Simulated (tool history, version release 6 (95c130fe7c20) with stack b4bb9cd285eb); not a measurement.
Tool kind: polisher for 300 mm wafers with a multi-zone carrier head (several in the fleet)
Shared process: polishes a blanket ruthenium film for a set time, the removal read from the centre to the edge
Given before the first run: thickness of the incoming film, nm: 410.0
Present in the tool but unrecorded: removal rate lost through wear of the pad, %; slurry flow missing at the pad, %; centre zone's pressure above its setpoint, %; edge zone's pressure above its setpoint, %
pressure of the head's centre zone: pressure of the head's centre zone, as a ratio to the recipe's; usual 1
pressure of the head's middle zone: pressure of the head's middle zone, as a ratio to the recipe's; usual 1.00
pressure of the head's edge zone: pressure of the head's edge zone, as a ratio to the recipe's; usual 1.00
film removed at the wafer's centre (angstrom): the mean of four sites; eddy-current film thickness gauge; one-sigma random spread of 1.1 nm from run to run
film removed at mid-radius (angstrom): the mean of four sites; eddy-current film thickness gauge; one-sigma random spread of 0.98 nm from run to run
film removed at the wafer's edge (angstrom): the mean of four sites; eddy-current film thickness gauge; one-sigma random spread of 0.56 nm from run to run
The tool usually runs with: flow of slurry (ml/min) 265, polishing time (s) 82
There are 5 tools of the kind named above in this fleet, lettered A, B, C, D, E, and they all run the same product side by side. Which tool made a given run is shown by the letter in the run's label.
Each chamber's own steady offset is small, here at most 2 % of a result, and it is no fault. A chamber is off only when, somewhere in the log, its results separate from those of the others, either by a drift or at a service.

run   hour  flow of slurry (ml/min)  pressure of the head's centre zone  pressure of the head's middle zone  pressure of the head's edge zone  polishing time (s)  wafers polished on this pad  hours since the slurry nozzle was cleaned  hours since the centre zone pressure was calibrated  hours since the edge zone pressure was calibrated  film removed at the wafer's centre (angstrom)  film removed at mid-radius (angstrom)  film removed at the wafer's edge (angstrom)
 1D    8.2                      265                                   1                                1.00                              1.00                  82                          758                                      183.4                                                111.8                                              100.7                                         812.63                                 770.01                                       766.98
 2A   16.0                      265                                   1                                1.00                              1.00                  82                          628                                      416.2                                                 41.9                                              199.3                                         791.82                                 774.36                                       785.75
 3E   22.1                      265                                   1                                1.00                              1.00                  82                         1304                                      490.9                                                180.1                                              789.7                                         775.66                                 786.85                                       783.72
      26.8  -- chamber A: worn pad replaced by a new one
 4B   27.8                      265                                   1                                1.00                              1.00                  82                          560                                      337.3                                                567.5                                              570.3                                         788.47                                 796.56                                       780.44
 5C   33.3                      265                                   1                                1.00                              1.00                  82                          598                                      414.6                                                403.8                                              275.0                                         783.24                                 770.68                                       781.79
      39.4  -- chamber B: slurry nozzle cleaned
      39.9  -- chamber E: worn pad replaced by a new one
 6B   43.4                      265                                   1                                1.00                              0.94                  82                          787                                        4.1                                                583.1                                              585.9                                         804.37                                 788.28                                       754.27
 7D   48.9                      265                                   1                                1.00                              0.94                  82                         1348                                      224.1                                                152.5                                              141.4                                         799.80                                 779.40                                       747.74
 8C   55.3                      265                                   1                                1.00                              0.94                  82                          917                                      436.6                                                425.8                                              297.0                                         777.20                                 797.84                                       766.28
 9A   62.6                      265                                   1                                1.00                              0.94                  82                          519                                      462.8                                                 88.5                                              245.9                                         801.02                                 773.09                                       781.67
10E   70.7                      265                                   1                                1.00                              0.94                  82                          446                                      539.5                                                228.7                                              838.3                                         789.48                                 780.17                                       765.94
11C   78.3                      265                                   1                                1.00                              1.00                  82                         1251                                      459.6                                                448.8                                              320.0                                         779.00                                 795.57                                       789.52
      81.8  -- chamber B: worn pad replaced by a new one
12E   88.5                      265                                   1                                1.00                              1.00                  93                          704                                      557.3                                                246.5                                              856.1                                         879.64                                 905.12                                       891.69
      89.4  -- chamber A: worn pad replaced by a new one
13B   93.6                      265                                   1                                1.00                              1.00                  93                          172                                       54.3                                                633.3                                              636.1                                         906.73                                 897.28                                       875.30
14A   99.7                      265                                   1                                1.00                              1.00                  93                          150                                      499.9                                                125.6                                              283.0                                         893.58                                 902.11                                       898.50
     100.1  -- chamber C: worn pad replaced by a new one
15D  106.3                      265                                   1                                1.00                              1.00                  93                         2180                                      281.5                                                209.9                                              198.8                                         896.00                                 883.52                                       869.73
16E  113.7                      265                                   1                                1.00                              1.00                  93                         1069                                      582.5                                                271.7                                              881.3                                         903.43                                 883.38                                       886.91
17D  120.1                      265                                   1                                1.00                              0.92                  82                         2380                                      295.3                                                223.7                                              212.6                                         774.42                                 768.50                                       736.39
18C  129.2                      265                                   1                                1.00                              0.92                  82                          421                                      510.5                                                499.7                                              370.9                                         784.78                                 777.15                                       746.20
19B  140.2                      265                                   1                                1.00                              0.92                  82                          847                                      100.9                                                679.9                                              682.7                                         781.93                                 778.63                                       743.97
     143.9  -- chamber A: worn pad replaced by a new one
20A  147.6                      265                                   1                                1.00                              0.92                  82                           54                                      547.8                                                173.5                                              330.9                                         775.07                                 786.74                                       764.87
     148.1  -- chamber E: worn pad replaced by a new one
21A  152.5                      265                                   1                                1.00                              0.92                  82                          125                                      552.7                                                178.4                                              335.8                                         786.13                                 765.30                                       761.03
22D  157.9                      265                                   1                                1.00                              1.00                  82                         2928                                      333.1                                                261.5                                              250.4                                         762.83                                 754.57                                       754.30
23B  168.6                      265                                   1                                1.00                              1.00                  82                         1259                                      129.3                                                708.3                                              711.1                                         796.60                                 783.80                                       781.60
     175.2  -- chamber B: worn pad replaced by a new one
24E  175.4                      265                                   1                                1.00                              1.00                  82                          396                                      644.2                                                333.4                                              943.0                                         797.31                                 766.53                                       784.32
25C  183.3                      265                                   1                                1.00                              1.00                  82                         1205                                      564.6                                                553.8                                              425.0                                         767.39                                 783.83                                       791.66
     185.9  -- chamber C: worn pad replaced by a new one
26E  189.2                      265                                   1                                1.00                              1.00                  82                          596                                      658.0                                                347.2                                              956.8                                         791.33                                 787.84                                       796.59
27A  198.5                      265                                   1                                1.00                              1.00                  82                          791                                      598.7                                                224.4                                              381.8                                         787.73                                 764.74                                       781.73
28D  204.3                      265                                   1                                1.00                              1.00                  82                         3600                                      379.5                                                307.9                                              296.8                                         735.23                                 740.72                                       733.77
     205.6  -- chamber A: worn pad replaced by a new one
     207.2  -- chamber B: centre zone pressure recalibrated
29B  210.7                      265                                   1                                1.00                              1.00                  82                          515                                      171.4                                                  3.6                                              753.2                                         798.42                                 777.97                                       778.46
30C  218.6                      265                                   1                                1.00                              1.00                  82                          474                                      599.9                                                589.1                                              460.3                                         781.72                                 793.65                                       794.33
31E  227.5                      265                                   1                                1.00                              1.00                  82                         1151                                      696.3                                                385.5                                              995.1                                         778.04                                 778.51                                       795.46
     227.6  -- chamber D: slurry nozzle cleaned
     235.0  -- chamber A: slurry nozzle cleaned
32A  235.4                      265                                   1                                1.00                              1.00                  82                          432                                        0.5                                                261.3                                              418.7                                         793.30                                 773.60                                       792.11
33B  242.4                      265                                   1                                1.12                              1.11                  82                          974                                      203.1                                                 35.3                                              784.9                                         776.31                                 876.86                                       818.96
     243.4  -- chamber E: worn pad replaced by a new one
34C  250.5                      265                                   1                                1.12                              1.11                  82                          936                                      631.8                                                621.0                                              492.2                                         772.34                                 877.58                                       837.68
35D  257.3                      265                                   1                                1.12                              1.11                  82                         4368                                       29.8                                                360.9                                              349.8                                         712.46                                 795.05                                       744.33
     259.9  -- chamber A: worn pad replaced by a new one
36B  266.4                      265                                   1                                1.12                              1.11                  82                         1322                                      227.1                                                 59.3                                              808.9                                         784.67                                 889.12                                       825.07
     271.1  -- chamber C: worn pad replaced by a new one
37A  273.6                      265                                   1                                1.12                              1.11                  82                          198                                       38.7                                                299.5                                              456.9                                         781.56                                 850.98                                       830.72
38D  284.0                      265                                   1                                1.00                              1.00                  82                         4755                                       56.5                                                387.6                                              376.5                                         723.58                                 698.37                                       702.89
     284.3  -- chamber B: worn pad replaced by a new one
     285.8  -- chamber C: centre zone pressure recalibrated
     292.6  -- chamber C: slurry nozzle cleaned
39C  293.8                      265                                   1                                1.00                              1.00                  82                          329                                        1.2                                                  8.0                                              535.5                                         780.42                                 780.93                                       795.72
40E  300.7                      265                                   1                                1.00                              1.00                  82                          831                                      769.5                                                458.7                                             1068.3                                         781.63                                 783.44                                       781.24
41B  307.1                      265                                   1                                1.00                              1.00                  82                          331                                      267.8                                                100.0                                              849.6                                         800.75                                 789.36                                       781.35
42C  314.3                      265                                   1                                1.00                              1.00                  82                          626                                       21.7                                                 28.5                                              556.0                                         779.21                                 778.46                                       787.37

Does one chamber stand apart from the rest, does the shared gauge drift, or is all well apart from small per-chamber offsets? Give the chamber and the most likely cause, where there is one.

It is chamber D that slowly wanders off from its peers.
Likeliest cause: removal rate lost through wear of the pad, % = 11.9.

Below are 4 candidate recipes for chamber D's next run, each the usual settings with a change, their results shown as question marks. Which of them brings D's results back in line with what the other chambers give on the usual settings?
In line here means within this much of the mean the other chambers give on the usual settings: film removed at the wafer's centre (angstrom) 37.00; film removed at mid-radius (angstrom) 34.00; film removed at the wafer's edge (angstrom) 19.00
43D-1  322.2                      265                                0.98                                0.99                              1.02                  93                                                                                                                                                                                                                              ?                                      ?                                            ?
43D-2  322.2                      265                                0.99                                1.00                              1.01                  86                                                                                                                                                                                                                              ?                                      ?                                            ?
43D-3  322.2                      265                                1.01                                1.00                              0.99                  78                                                                                                                                                                                                                              ?                                      ?                                            ?
43D-4  322.2                      265                                1.01                                1.01                              0.98                  72                                                                                                                                                                                                                              ?                                      ?                                            ?

What the other chambers average on the usual settings: film removed at the wafer's centre (angstrom) 782.52; film removed at mid-radius (angstrom) 783.30; film removed at the wafer's edge (angstrom) 787.89
  run  film removed at the wafer's centre (angstrom)  film removed at mid-radius (angstrom)  film removed at the wafer's edge (angstrom)
43D-1                                         769.04                                 771.30                                       784.59
43D-2                                         719.29                                 719.88                                       721.67
43D-3                                         667.05                                 652.86                                       647.70
43D-4                                         615.79                                 608.22                                       594.63
Change 43D-1 lands the chamber within the allowed miss of the other chambers.
